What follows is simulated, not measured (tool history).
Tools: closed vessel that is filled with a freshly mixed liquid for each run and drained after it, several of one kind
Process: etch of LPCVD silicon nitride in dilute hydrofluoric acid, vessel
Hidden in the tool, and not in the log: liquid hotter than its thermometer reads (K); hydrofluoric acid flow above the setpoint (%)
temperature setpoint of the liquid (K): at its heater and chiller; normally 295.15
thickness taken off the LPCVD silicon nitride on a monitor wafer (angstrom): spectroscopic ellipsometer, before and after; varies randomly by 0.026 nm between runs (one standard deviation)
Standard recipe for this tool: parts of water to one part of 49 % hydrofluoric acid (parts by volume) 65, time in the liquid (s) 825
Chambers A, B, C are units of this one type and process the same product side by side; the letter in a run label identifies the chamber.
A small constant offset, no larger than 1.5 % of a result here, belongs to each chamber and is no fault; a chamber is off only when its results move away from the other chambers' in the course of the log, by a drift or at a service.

run  hour  temperature setpoint of the liquid (K)  parts of water to one part of 49 % hydrofluoric acid (parts by volume)  time in the liquid (s)  hours since the thermometer was replaced  hours since the hydrofluoric acid flow meter was replaced  read-back film thickness of the LPCVD silicon nitride reference wafer, read on the same gauge (nm)  thickness taken off the LPCVD silicon nitride on a monitor wafer (angstrom)
 1C   2.5                                  295.15                                                                      65                     825                                        68                                                     1454.4                                                                                              79.956                                                                       56.712
 2B   6.4                                  295.15                                                                      65                     825                                    2074.5                                                      410.3                                                                                              80.022                                                                        56.13
 3A  10.4                                  295.15                                                                      65                     825                                     408.4                                                      522.4                                                                                              79.991                                                                       56.663
 4B  14.8                                  295.15                                                                      65                     825                                    2082.9                                                      418.7                                                                                              80.004                                                                       55.797
 5C  17.3                                  295.15                                                                      65                     825                                      82.8                                                     1469.2                                                                                               79.99                                                                       57.269
 6A  19.8                                  295.15                                                                      65                     825                                     417.8                                                      531.8                                                                                              80.012                                                                       56.599
 7B  23.6                                  295.15                                                                      65                     825                                    2091.7                                                      427.5                                                                                               79.97                                                                       56.146
     24.4  -- chamber B: thermometer replaced
 8A  27.4                                  295.15                                                                      65                     825                                     425.4                                                      539.4                                                                                              79.968                                                                       56.641
 9C  31.2                                  295.15                                                                      65                     825                                      96.7                                                     1483.1                                                                                              80.033                                                                       57.249
10A  35.4                                  295.15                                                                      65                     825                                     433.4                                                      547.4                                                                                               79.99                                                                        56.27
11B  37.4                                  295.15                                                                      65                     455                                      13.1                                                      441.3                                                                                              79.993                                                                       30.844
12C  41.5                                  295.15                                                                      65                     455                                       107                                                     1493.4                                                                                               79.94                                                                        31.31
13A  44.4                                  295.15                                                                      65                     455                                     442.4                                                      556.4                                                                                              80.017                                                                       31.118
14C  48.7                                  295.15                                                                      65                     825                                     114.2                                                     1500.6                                                                                              80.025                                                                        57.11
15B    51                                  295.15                                                                      65                     825                                      26.7                                                      454.9                                                                                              79.933                                                                       56.487
16B  55.3                                  295.15                                                                      65                     825                                        31                                                      459.2                                                                                              80.045                                                                       55.914
17A  58.4                                  295.15                                                                      65                     825                                     456.4                                                      570.4                                                                                              80.007                                                                       56.424
18C  62.5                                  295.15                                                                      65                     825                                       128                                                     1514.4                                                                                              80.028                                                                       57.049
19C  64.7                                  295.15                                                                      65                     825                                     130.2                                                     1516.6                                                                                              80.019                                                                       57.405
20B  66.9                                  295.15                                                                      50                     825                                      42.6                                                      470.8                                                                                              79.997                                                                       71.695
21A  69.1                                  295.15                                                                      50                     825                                     467.1                                                      581.1                                                                                              80.003                                                                       73.221
22A  72.8                                  295.15                                                                      50                     825                                     470.8                                                      584.8                                                                                              80.016                                                                       73.029
23B  75.8                                  295.15                                                                      50                     520                                      51.5                                                      479.7                                                                                              79.979                                                                       45.484
24C  79.2                                  295.15                                                                      50                     520                                     144.7                                                     1531.1                                                                                              79.937                                                                       46.446
25A  82.5                                  295.15                                                                      50                     520                                     480.5                                                      594.5                                                                                              80.039                                                                       45.629
26B  86.4                                  295.15                                                                      65                     825                                      62.1                                                      490.3                                                                                              80.023                                                                       56.185

All chambers now run identical settings, listed one chamber a line with results as question marks. What results will each chamber show?
27A  89.6                                  295.15                                                                      65                    1275                                                                                                                                                                                                                                                                                     ?
27B  89.6                                  295.15                                                                      65                    1275                                                                                                                                                                                                                                                                                     ?
27C  89.6                                  295.15                                                                      65                    1275                                                                                                                                                                                                                                                                                     ?

run  thickness taken off the LPCVD silicon nitride on a monitor wafer (angstrom)
27A                                                                       87.946
27B                                                                       86.211
27C                                                                       87.927

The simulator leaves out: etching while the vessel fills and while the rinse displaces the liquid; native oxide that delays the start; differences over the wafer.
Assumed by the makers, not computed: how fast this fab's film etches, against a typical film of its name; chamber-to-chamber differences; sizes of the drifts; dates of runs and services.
